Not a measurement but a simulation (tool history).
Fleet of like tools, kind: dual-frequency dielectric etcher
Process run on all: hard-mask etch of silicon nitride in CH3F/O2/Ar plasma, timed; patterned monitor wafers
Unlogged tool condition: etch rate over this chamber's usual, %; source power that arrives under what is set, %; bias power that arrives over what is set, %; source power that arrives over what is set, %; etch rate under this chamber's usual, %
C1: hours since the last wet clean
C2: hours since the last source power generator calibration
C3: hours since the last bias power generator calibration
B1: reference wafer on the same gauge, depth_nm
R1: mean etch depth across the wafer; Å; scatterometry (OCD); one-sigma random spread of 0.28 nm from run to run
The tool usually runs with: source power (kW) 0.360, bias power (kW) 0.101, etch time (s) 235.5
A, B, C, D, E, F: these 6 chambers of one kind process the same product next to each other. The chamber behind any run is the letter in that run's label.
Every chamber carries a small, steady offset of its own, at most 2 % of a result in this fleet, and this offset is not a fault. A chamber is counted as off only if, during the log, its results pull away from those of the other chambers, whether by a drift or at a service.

run 1D hour=9.2 | source_power_(kW)=0.360 bias_power_(kW)=0.101 etch_time_(s)=235.5 | C1=117.0 C2=2295.9 C3=415.6 | B1=198.10 | R1=1799.3
run 2A hour=15.3 | source_power_(kW)=0.360 bias_power_(kW)=0.101 etch_time_(s)=235.5 | C1=353.1 C2=1816.5 C3=721.3 | B1=198.02 | R1=1783.5
run 3E hour=26.8 | source_power_(kW)=0.360 bias_power_(kW)=0.101 etch_time_(s)=235.5 | C1=140.1 C2=839.3 C3=1603.9 | B1=198.09 | R1=1792.9
run 4F hour=36.4 | source_power_(kW)=0.360 bias_power_(kW)=0.101 etch_time_(s)=235.5 | C1=240.3 C2=2074.2 C3=2615.5 | B1=198.09 | R1=1793.7
run 5B hour=42.5 | source_power_(kW)=0.360 bias_power_(kW)=0.101 etch_time_(s)=235.5 | C1=635.5 C2=2325.6 C3=2285.4 | B1=198.11 | R1=1826.1
-- hour=48.7 chamber B: wet clean of the chamber
run 6C hour=49.4 | source_power_(kW)=0.360 bias_power_(kW)=0.101 etch_time_(s)=235.5 | C1=87.4 C2=2148.9 C3=3972.6 | B1=198.21 | R1=1785.3
run 7D hour=56.6 | source_power_(kW)=0.360 bias_power_(kW)=0.101 etch_time_(s)=235.5 | C1=164.4 C2=2343.3 C3=463.0 | B1=198.20 | R1=1796.2
run 8F hour=63.3 | source_power_(kW)=0.360 bias_power_(kW)=0.101 etch_time_(s)=235.5 | C1=267.2 C2=2101.1 C3=2642.4 | B1=198.20 | R1=1789.1
run 9A hour=71.1 | source_power_(kW)=0.360 bias_power_(kW)=0.101 etch_time_(s)=235.5 | C1=408.9 C2=1872.3 C3=777.1 | B1=198.33 | R1=1787.7
run 10B hour=82.6 | source_power_(kW)=0.360 bias_power_(kW)=0.101 etch_time_(s)=235.5 | C1=33.9 C2=2365.7 C3=2325.5 | B1=198.34 | R1=1818.0
run 11E hour=88.1 | source_power_(kW)=0.360 bias_power_(kW)=0.110 etch_time_(s)=289.5 | C1=201.4 C2=900.6 C3=1665.2 | B1=198.33 | R1=2277.2
run 12C hour=97.0 | source_power_(kW)=0.360 bias_power_(kW)=0.110 etch_time_(s)=289.5 | C1=135.0 C2=2196.5 C3=4020.2 | B1=198.39 | R1=2272.4
run 13C hour=103.5 | source_power_(kW)=0.360 bias_power_(kW)=0.110 etch_time_(s)=289.5 | C1=141.5 C2=2203.0 C3=4026.7 | B1=198.44 | R1=2271.6
run 14B hour=114.6 | source_power_(kW)=0.360 bias_power_(kW)=0.110 etch_time_(s)=289.5 | C1=65.9 C2=2397.7 C3=2357.5 | B1=198.47 | R1=2311.8
-- hour=122.5 chamber A: wet clean of the chamber
run 15F hour=124.4 | source_power_(kW)=0.360 bias_power_(kW)=0.110 etch_time_(s)=289.5 | C1=328.3 C2=2162.2 C3=2703.5 | B1=198.45 | R1=2275.4
run 16A hour=131.3 | source_power_(kW)=0.360 bias_power_(kW)=0.110 etch_time_(s)=289.5 | C1=8.9 C2=1932.5 C3=837.3 | B1=198.47 | R1=2270.6
run 17D hour=140.3 | source_power_(kW)=0.360 bias_power_(kW)=0.101 etch_time_(s)=235.5 | C1=248.1 C2=2427.0 C3=546.7 | B1=198.61 | R1=1804.4
run 18E hour=146.6 | source_power_(kW)=0.360 bias_power_(kW)=0.101 etch_time_(s)=235.5 | C1=259.9 C2=959.1 C3=1723.7 | B1=198.50 | R1=1795.0
run 19C hour=157.2 | source_power_(kW)=0.360 bias_power_(kW)=0.101 etch_time_(s)=235.5 | C1=195.2 C2=2256.7 C3=4080.4 | B1=198.67 | R1=1783.2
run 20B hour=166.0 | source_power_(kW)=0.360 bias_power_(kW)=0.101 etch_time_(s)=235.5 | C1=117.3 C2=2449.1 C3=2408.9 | B1=198.58 | R1=1823.6
run 21D hour=172.1 | source_power_(kW)=0.360 bias_power_(kW)=0.101 etch_time_(s)=269.5 | C1=279.9 C2=2458.8 C3=578.5 | B1=198.60 | R1=2063.2
run 22F hour=179.3 | source_power_(kW)=0.360 bias_power_(kW)=0.101 etch_time_(s)=269.5 | C1=383.2 C2=2217.1 C3=2758.4 | B1=198.70 | R1=2056.7
run 23E hour=189.9 | source_power_(kW)=0.360 bias_power_(kW)=0.101 etch_time_(s)=269.5 | C1=303.2 C2=1002.4 C3=1767.0 | B1=198.66 | R1=2057.0
run 24A hour=197.5 | source_power_(kW)=0.360 bias_power_(kW)=0.101 etch_time_(s)=269.5 | C1=75.1 C2=1998.7 C3=903.5 | B1=198.70 | R1=2055.2
run 25D hour=204.6 | source_power_(kW)=0.360 bias_power_(kW)=0.101 etch_time_(s)=269.5 | C1=312.4 C2=2491.3 C3=611.0 | B1=198.74 | R1=2060.8
run 26A hour=212.6 | source_power_(kW)=0.360 bias_power_(kW)=0.101 etch_time_(s)=269.5 | C1=90.2 C2=2013.8 C3=918.6 | B1=198.81 | R1=2047.5
run 27E hour=222.5 | source_power_(kW)=0.360 bias_power_(kW)=0.101 etch_time_(s)=235.5 | C1=335.8 C2=1035.0 C3=1799.6 | B1=198.83 | R1=1796.1
run 28C hour=232.8 | source_power_(kW)=0.360 bias_power_(kW)=0.083 etch_time_(s)=235.5 | C1=270.8 C2=2332.3 C3=4156.0 | B1=198.80 | R1=1664.2
run 29B hour=240.4 | source_power_(kW)=0.360 bias_power_(kW)=0.083 etch_time_(s)=235.5 | C1=191.7 C2=2523.5 C3=2483.3 | B1=198.87 | R1=1700.3
-- hour=244.9 chamber D: wet clean of the chamber
run 30F hour=251.8 | source_power_(kW)=0.360 bias_power_(kW)=0.083 etch_time_(s)=235.5 | C1=455.7 C2=2289.6 C3=2830.9 | B1=198.88 | R1=1667.1
-- hour=253.9 chamber C: bias power generator calibrated
-- hour=254.7 chamber A: source power generator calibrated
run 31D hour=260.1 | source_power_(kW)=0.360 bias_power_(kW)=0.083 etch_time_(s)=235.5 | C1=15.2 C2=2546.8 C3=666.5 | B1=199.01 | R1=1676.6
run 32E hour=269.0 | source_power_(kW)=0.360 bias_power_(kW)=0.083 etch_time_(s)=235.5 | C1=382.3 C2=1081.5 C3=1846.1 | B1=199.03 | R1=1673.1
run 33A hour=277.6 | source_power_(kW)=0.360 bias_power_(kW)=0.083 etch_time_(s)=235.5 | C1=155.2 C2=22.9 C3=983.6 | B1=199.09 | R1=1669.3
run 34F hour=288.8 | source_power_(kW)=0.360 bias_power_(kW)=0.101 etch_time_(s)=235.5 | C1=492.7 C2=2326.6 C3=2867.9 | B1=199.08 | R1=1802.9
run 35C hour=300.1 | source_power_(kW)=0.360 bias_power_(kW)=0.101 etch_time_(s)=235.5 | C1=338.1 C2=2399.6 C3=46.3 | B1=199.06 | R1=1793.8
run 36B hour=305.5 | source_power_(kW)=0.360 bias_power_(kW)=0.101 etch_time_(s)=235.5 | C1=256.8 C2=2588.6 C3=2548.4 | B1=199.17 | R1=1828.3
run 37D hour=316.4 | source_power_(kW)=0.360 bias_power_(kW)=0.101 etch_time_(s)=235.5 | C1=71.5 C2=2603.1 C3=722.8 | B1=199.19 | R1=1807.1
run 38E hour=327.0 | source_power_(kW)=0.360 bias_power_(kW)=0.101 etch_time_(s)=235.5 | C1=440.3 C2=1139.5 C3=1904.1 | B1=199.26 | R1=1800.7

All 6 chambers run these settings next. Forecast each chamber's results:
run 39A hour=335.3 | source_power_(kW)=0.360 bias_power_(kW)=0.101 etch_time_(s)=235.5 | R1=?
run 39B hour=335.3 | source_power_(kW)=0.360 bias_power_(kW)=0.101 etch_time_(s)=235.5 | R1=?
run 39C hour=335.3 | source_power_(kW)=0.360 bias_power_(kW)=0.101 etch_time_(s)=235.5 | R1=?
run 39D hour=335.3 | source_power_(kW)=0.360 bias_power_(kW)=0.101 etch_time_(s)=235.5 | R1=?
run 39E hour=335.3 | source_power_(kW)=0.360 bias_power_(kW)=0.101 etch_time_(s)=235.5 | R1=?
run 39F hour=335.3 | source_power_(kW)=0.360 bias_power_(kW)=0.101 etch_time_(s)=235.5 | R1=?

run=39A R1=1798.0
run=39B R1=1826.5
run=39C R1=1793.0
run=39D R1=1805.1
run=39E R1=1799.2
run=39F R1=1796.1

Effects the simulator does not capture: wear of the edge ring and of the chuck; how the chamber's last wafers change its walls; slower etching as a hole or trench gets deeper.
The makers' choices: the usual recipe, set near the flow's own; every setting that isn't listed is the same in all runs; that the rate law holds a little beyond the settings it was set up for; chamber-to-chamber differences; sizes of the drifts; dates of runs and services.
